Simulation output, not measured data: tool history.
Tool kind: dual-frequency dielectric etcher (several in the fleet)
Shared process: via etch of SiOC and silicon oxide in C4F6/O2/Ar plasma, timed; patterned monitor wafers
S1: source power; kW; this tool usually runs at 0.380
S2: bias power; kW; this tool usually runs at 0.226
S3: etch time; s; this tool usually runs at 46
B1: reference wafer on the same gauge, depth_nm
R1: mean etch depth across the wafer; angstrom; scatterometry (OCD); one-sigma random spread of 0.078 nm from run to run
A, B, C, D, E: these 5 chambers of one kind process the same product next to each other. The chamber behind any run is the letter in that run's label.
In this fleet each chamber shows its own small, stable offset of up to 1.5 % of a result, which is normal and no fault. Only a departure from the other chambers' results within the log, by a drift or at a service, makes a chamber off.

run   hour     S1     S2  S3      B1      R1
 1C    4.2  0.380  0.226  46  59.576  543.45
 2B    8.3  0.380  0.226  46  59.580  550.39
 3A   12.4  0.380  0.226  46  59.587  547.84
 4E   18.2  0.380  0.226  46  59.580  551.16
 5D   23.9  0.380  0.226  46  59.562  544.24
 6C   28.3  0.380  0.226  46  59.550  542.71
 7D   34.8  0.380  0.226  46  59.541  545.45
 8A   39.2  0.380  0.226  46  59.521  546.82
 9B   46.1  0.380  0.226  46  59.545  549.15
10E   52.6  0.380  0.226  46  59.502  549.78
11B   56.3  0.380  0.226  46  59.501  548.21
12E   62.9  0.380  0.226  46  59.477  548.17
13C   69.2  0.380  0.226  46  59.501  541.17
14D   76.1  0.380  0.226  46  59.469  543.05
15A   80.6  0.380  0.226  46  59.464  546.26
16A   87.4  0.380  0.226  46  59.434  546.18
17B   94.5  0.380  0.226  46  59.452  548.18
18E   98.2  0.380  0.226  46  59.447  548.92
19D  103.3  0.380  0.226  46  59.414  544.71
20C  108.8  0.380  0.226  46  59.436  541.70
21A  114.9  0.380  0.226  46  59.425  546.04
     115.9  -- chamber C: wet clean of the chamber
22D  119.9  0.380  0.226  46  59.415  542.47
23C  124.4  0.380  0.226  46  59.417  540.35
24B  127.7  0.380  0.226  46  59.375  547.28
     128.9  -- chamber D: wet clean of the chamber
25E  134.9  0.380  0.226  46  59.373  548.57
26E  138.9  0.380  0.226  46  59.382  548.22
27D  145.6  0.380  0.226  46  59.362  542.62
     149.7  -- chamber B: wet clean of the chamber
28C  150.3  0.320  0.226  46  59.370  504.22
29B  157.2  0.320  0.226  46  59.359  511.56
30A  163.6  0.320  0.226  46  59.340  510.08
31A  170.2  0.320  0.226  46  59.317  510.46
32D  173.5  0.320  0.226  46  59.322  507.68
33C  177.4  0.380  0.226  46  59.321  539.57
34E  181.2  0.380  0.226  46  59.324  548.40
35B  185.3  0.380  0.226  46  59.297  547.42
36A  190.7  0.380  0.254  39  59.279  481.16
37D  194.3  0.380  0.254  39  59.286  478.77
38B  201.5  0.380  0.254  39  59.259  481.92
39E  205.2  0.380  0.254  39  59.277  481.98
40C  211.5  0.380  0.254  39  59.266  474.00

Is one chamber off against the others, does the gauge drift, or is nothing wrong? If a chamber is off, say which, and what the likeliest cause is.

The gauge drifts, so all chambers seem to drift together. No chamber is off.
Cause: gauge reads low (%) = 0.584.

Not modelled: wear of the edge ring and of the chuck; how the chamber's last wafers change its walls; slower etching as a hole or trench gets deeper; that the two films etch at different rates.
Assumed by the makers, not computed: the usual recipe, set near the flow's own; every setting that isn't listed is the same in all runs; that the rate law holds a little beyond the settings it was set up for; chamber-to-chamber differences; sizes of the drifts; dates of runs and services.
